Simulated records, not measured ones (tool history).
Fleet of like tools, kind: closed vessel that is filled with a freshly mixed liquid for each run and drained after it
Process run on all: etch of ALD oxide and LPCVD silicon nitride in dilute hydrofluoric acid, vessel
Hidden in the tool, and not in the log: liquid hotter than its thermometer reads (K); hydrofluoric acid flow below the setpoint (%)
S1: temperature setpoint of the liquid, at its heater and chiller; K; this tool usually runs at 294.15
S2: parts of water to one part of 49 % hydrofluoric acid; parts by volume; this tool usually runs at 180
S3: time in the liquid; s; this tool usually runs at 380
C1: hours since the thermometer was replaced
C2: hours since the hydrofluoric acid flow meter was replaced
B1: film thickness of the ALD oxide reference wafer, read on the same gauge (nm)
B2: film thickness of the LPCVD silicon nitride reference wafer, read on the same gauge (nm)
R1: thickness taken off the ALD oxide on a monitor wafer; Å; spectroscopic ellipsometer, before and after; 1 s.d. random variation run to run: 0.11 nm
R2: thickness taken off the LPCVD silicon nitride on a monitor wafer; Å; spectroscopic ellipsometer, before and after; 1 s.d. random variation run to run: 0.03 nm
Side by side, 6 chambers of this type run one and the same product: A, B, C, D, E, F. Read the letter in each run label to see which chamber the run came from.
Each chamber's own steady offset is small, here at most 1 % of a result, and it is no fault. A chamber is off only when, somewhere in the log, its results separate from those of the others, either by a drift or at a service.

run	hour	S1	S2	S3	C1	C2	B1	B2	R1	R2
1B	9.1	294.15	180	380	1012.7	454.3	50.038	90.006	169.52	9.4723
# hour 15.6: chamber F: hydrofluoric acid flow meter replaced
2F	18.6	294.15	180	380	1948.2	3.0	50.033	90.017	170.83	9.4021
3D	27.9	294.15	180	380	163.6	764.6	50.011	90.053	168.22	9.5630
4A	35.3	294.15	180	380	968.3	877.6	49.992	90.049	167.11	9.4443
5C	43.6	294.15	180	380	76.5	941.0	50.022	90.008	168.68	9.0532
6E	50.6	294.15	180	380	1784.8	510.1	49.994	89.996	169.59	9.1150
7C	58.1	294.15	180	380	91.0	955.5	50.018	89.984	168.21	9.4277
8E	64.2	297.15	180	380	1798.4	523.7	49.999	89.990	190.10	12.2690
9F	69.9	297.15	180	380	1999.5	54.3	50.011	89.981	192.12	12.1230
# hour 70.6: chamber E: hydrofluoric acid flow meter replaced
10D	76.1	297.15	180	380	211.8	812.8	50.013	89.996	188.14	10.6430
11B	86.5	297.15	180	380	1090.1	531.7	50.007	89.971	188.38	11.6900
12A	97.3	297.15	180	380	1030.3	939.6	49.992	89.994	188.92	11.1560
13D	108.2	297.15	180	380	243.9	844.9	49.973	90.030	188.33	11.8380
14B	119.0	294.15	180	380	1122.6	564.2	50.021	90.024	168.67	9.1168
# hour 122.3: chamber D: hydrofluoric acid flow meter replaced
15C	126.2	294.15	180	380	159.1	1023.6	49.962	90.042	166.98	9.0855
16E	133.3	294.15	180	380	1867.5	62.8	49.973	90.000	168.38	9.1630
# hour 134.1: chamber C: hydrofluoric acid flow meter replaced
17F	140.0	294.15	180	380	2069.6	124.4	50.012	90.019	168.52	8.8725
18A	147.1	294.15	180	380	1080.1	989.4	50.012	89.991	168.71	9.9494
19E	153.3	294.15	180	380	1887.5	82.8	50.023	89.995	170.47	9.2822
20A	161.6	294.15	180	380	1094.6	1003.9	49.976	89.963	169.18	9.4078
# hour 165.6: chamber B: hydrofluoric acid flow meter replaced
21D	172.9	294.15	180	380	308.6	50.7	50.016	89.999	166.90	9.1373
22F	183.4	294.15	180	380	2113.0	167.8	49.986	89.987	171.15	9.6573
# hour 186.0: chamber F: thermometer replaced
23C	190.0	294.15	180	380	222.9	55.9	50.008	90.003	165.75	9.4381
24B	195.0	294.15	180	380	1198.6	29.5	50.014	90.002	167.55	9.0973
25C	206.1	294.15	180	380	239.0	72.0	50.031	90.006	164.85	8.8628
26D	216.4	294.15	180	380	352.1	94.2	50.011	89.961	168.65	9.0011
27F	222.4	298.15	180	240	36.4	206.8	49.995	89.991	125.41	7.5861
28E	228.7	298.15	180	240	1962.9	158.2	49.994	90.028	123.00	7.8983
29B	239.2	298.15	180	240	1242.8	73.7	49.988	89.967	125.60	7.8910
30A	250.0	298.15	180	240	1183.0	1092.3	50.002	90.001	123.83	7.9340
31F	258.5	298.15	180	240	72.5	242.9	50.008	90.013	126.57	8.2764
32C	269.6	298.15	180	240	302.5	135.5	50.010	89.994	123.96	7.8742
33A	279.2	294.15	180	380	1212.2	1121.5	50.007	90.027	168.16	9.0649
34D	289.4	294.15	130	380	425.1	167.2	49.967	90.018	248.64	13.0690
35E	295.2	294.15	130	380	2029.4	224.7	49.980	89.974	247.06	13.2440
36B	301.5	294.15	130	380	1305.1	136.0	50.009	89.980	248.56	12.8600
37B	311.4	294.15	130	380	1315.0	145.9	49.990	89.995	248.60	12.3810
38C	320.1	294.15	130	380	353.0	186.0	50.018	89.991	244.10	13.4920
39F	330.8	294.15	130	380	144.8	315.2	50.010	90.002	246.74	12.9130

All 6 chambers run these settings next. Forecast each chamber's results:
40A	339.1	294.15	180	570					?	?
40B	339.1	294.15	180	570					?	?
40C	339.1	294.15	180	570					?	?
40D	339.1	294.15	180	570					?	?
40E	339.1	294.15	180	570					?	?
40F	339.1	294.15	180	570					?	?

run	R1	R2
40A	253.32	13.9610
40B	252.14	14.9790
40C	251.26	13.8110
40D	252.84	13.9050
40E	254.63	13.9820
40F	252.89	13.9560
